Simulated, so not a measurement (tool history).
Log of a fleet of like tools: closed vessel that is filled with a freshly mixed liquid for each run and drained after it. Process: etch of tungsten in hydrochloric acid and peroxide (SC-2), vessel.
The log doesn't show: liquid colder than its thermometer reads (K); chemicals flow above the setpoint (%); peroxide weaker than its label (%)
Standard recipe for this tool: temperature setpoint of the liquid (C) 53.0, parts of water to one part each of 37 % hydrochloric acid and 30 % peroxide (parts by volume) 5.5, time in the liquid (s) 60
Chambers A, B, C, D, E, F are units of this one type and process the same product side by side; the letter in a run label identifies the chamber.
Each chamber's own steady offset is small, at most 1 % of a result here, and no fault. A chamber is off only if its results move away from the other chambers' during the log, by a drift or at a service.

| run | hour | temperature setpoint of the liquid (C) | parts of water to one part each of 37 % hydrochloric acid and 30 % peroxide (parts by volume) | time in the liquid (s) | hours since the thermometer was replaced | hours since the chemicals flow meter was replaced | hours since the drum of peroxide was connected | read-back film thickness of the tungsten reference wafer, read on the same gauge (nm) | thickness taken off the tungsten on a monitor wafer (nm) |
|---|---|---|---|---|---|---|---|---|---|
| 1E | 4.7 | 53.0 | 5.5 | 60 | 469.0 | 223.0 | 947.9 | 139.98 | 33.529 |
| 2F | 14.1 | 53.0 | 5.5 | 60 | 441.8 | 712.9 | 234.3 | 139.98 | 33.499 |
| 3B | 20.4 | 53.0 | 5.5 | 60 | 2295.5 | 496.0 | 906.3 | 140.01 | 33.953 |
| 4A | 27.5 | 53.0 | 5.5 | 60 | 579.7 | 49.2 | 502.4 | 140.02 | 34.376 |
| 5C | 37.2 | 53.0 | 5.5 | 60 | 518.2 | 1328.6 | 369.5 | 140.00 | 33.664 |
| 6D | 42.2 | 53.0 | 5.5 | 60 | 502.5 | 1396.8 | 931.6 | 139.98 | 33.402 |
| 7E | 51.0 | 53.0 | 5.5 | 60 | 515.3 | 269.3 | 994.2 | 140.04 | 33.465 |
| 8C | 60.4 | 53.0 | 5.5 | 60 | 541.4 | 1351.8 | 392.7 | 140.02 | 33.737 |
| 9A | 66.2 | 53.0 | 5.5 | 60 | 618.4 | 87.9 | 541.1 | 140.02 | 33.425 |
| 10B | 73.6 | 53.0 | 5.5 | 60 | 2348.7 | 549.2 | 959.5 | 139.98 | 33.268 |
| 11D | 78.7 | 53.0 | 5.5 | 60 | 539.0 | 1433.3 | 968.1 | 139.99 | 33.027 |
| 12F | 86.4 | 53.0 | 5.5 | 60 | 514.1 | 785.2 | 306.6 | 140.03 | 33.381 |
| 13F | 93.8 | 53.0 | 5.5 | 60 | 521.5 | 792.6 | 314.0 | 139.97 | 34.160 |
| 14D | 102.5 | 53.0 | 5.5 | 60 | 562.8 | 1457.1 | 991.9 | 139.99 | 33.053 |
|  | 103.6 | chamber B: new drum of peroxide connected |
| 15B | 107.8 | 53.0 | 5.5 | 60 | 2382.9 | 583.4 | 4.2 | 140.00 | 33.796 |
| 16E | 116.7 | 53.0 | 5.5 | 60 | 581.0 | 335.0 | 1059.9 | 140.00 | 32.962 |
|  | 117.0 | chamber D: new drum of peroxide connected |
| 17C | 124.1 | 53.0 | 5.5 | 60 | 605.1 | 1415.5 | 456.4 | 139.99 | 34.249 |
| 18A | 133.4 | 53.0 | 5.5 | 60 | 685.6 | 155.1 | 608.3 | 140.01 | 33.172 |
| 19F | 138.1 | 62.5 | 5.5 | 40 | 565.8 | 836.9 | 358.3 | 140.00 | 41.033 |
| 20C | 146.9 | 62.5 | 5.5 | 40 | 627.9 | 1438.3 | 479.2 | 139.99 | 41.158 |
| 21A | 154.8 | 62.5 | 5.5 | 40 | 707.0 | 176.5 | 629.7 | 140.00 | 40.105 |
| 22D | 160.0 | 62.5 | 5.5 | 40 | 620.3 | 1514.6 | 43.1 | 140.02 | 40.569 |
| 23B | 168.8 | 62.5 | 5.5 | 40 | 2443.9 | 644.4 | 65.2 | 140.00 | 41.581 |
| 24E | 175.4 | 62.5 | 5.5 | 40 | 639.7 | 393.7 | 1118.6 | 140.01 | 41.706 |
| 25D | 181.7 | 53.0 | 5.5 | 60 | 642.0 | 1536.3 | 64.8 | 139.99 | 32.950 |
| 26E | 188.1 | 53.0 | 5.5 | 60 | 652.4 | 406.4 | 1131.3 | 140.01 | 33.888 |
| 27A | 195.5 | 53.0 | 5.5 | 60 | 747.7 | 217.2 | 670.4 | 139.98 | 32.333 |
| 28B | 202.3 | 43.5 | 4.0 | 60 | 2477.4 | 677.9 | 98.7 | 140.03 | 22.156 |
| 29C | 207.0 | 43.5 | 4.0 | 60 | 688.0 | 1498.4 | 539.3 | 139.99 | 22.257 |
| 30F | 216.2 | 43.5 | 4.0 | 60 | 643.9 | 915.0 | 436.4 | 139.99 | 22.131 |
| 31C | 221.6 | 43.5 | 4.0 | 60 | 702.6 | 1513.0 | 553.9 | 139.99 | 22.193 |
| 32E | 228.7 | 43.5 | 4.0 | 60 | 693.0 | 447.0 | 1171.9 | 140.04 | 21.988 |
| 33D | 235.6 | 43.5 | 4.0 | 60 | 695.9 | 1590.2 | 118.7 | 140.02 | 22.331 |
| 34A | 242.1 | 53.0 | 5.5 | 60 | 794.3 | 263.8 | 717.0 | 140.00 | 31.807 |
| 35F | 248.8 | 53.0 | 5.5 | 60 | 676.5 | 947.6 | 469.0 | 139.97 | 34.015 |
| 36B | 254.5 | 53.0 | 6.5 | 60 | 2529.6 | 730.1 | 150.9 | 140.00 | 29.741 |
| 37A | 260.2 | 53.0 | 6.5 | 60 | 812.4 | 281.9 | 735.1 | 140.00 | 27.772 |
| 38B | 269.4 | 53.0 | 6.5 | 60 | 2544.5 | 745.0 | 165.8 | 140.00 | 29.786 |
| 39F | 275.3 | 53.0 | 6.5 | 60 | 703.0 | 974.1 | 495.5 | 140.00 | 29.682 |

All chambers now run identical settings, listed one chamber a line with results as question marks. What results will each chamber show?
| 40A | 282.2 | 53.0 | 5.5 | 60 |  |  |  |  | ? |
| 40B | 282.2 | 53.0 | 5.5 | 60 |  |  |  |  | ? |
| 40C | 282.2 | 53.0 | 5.5 | 60 |  |  |  |  | ? |
| 40D | 282.2 | 53.0 | 5.5 | 60 |  |  |  |  | ? |
| 40E | 282.2 | 53.0 | 5.5 | 60 |  |  |  |  | ? |
| 40F | 282.2 | 53.0 | 5.5 | 60 |  |  |  |  | ? |

| run | thickness taken off the tungsten on a monitor wafer (nm) |
|---|---|
| 40A | 30.957 |
| 40B | 33.607 |
| 40C | 33.562 |
| 40D | 33.255 |
| 40E | 33.915 |
| 40F | 34.192 |

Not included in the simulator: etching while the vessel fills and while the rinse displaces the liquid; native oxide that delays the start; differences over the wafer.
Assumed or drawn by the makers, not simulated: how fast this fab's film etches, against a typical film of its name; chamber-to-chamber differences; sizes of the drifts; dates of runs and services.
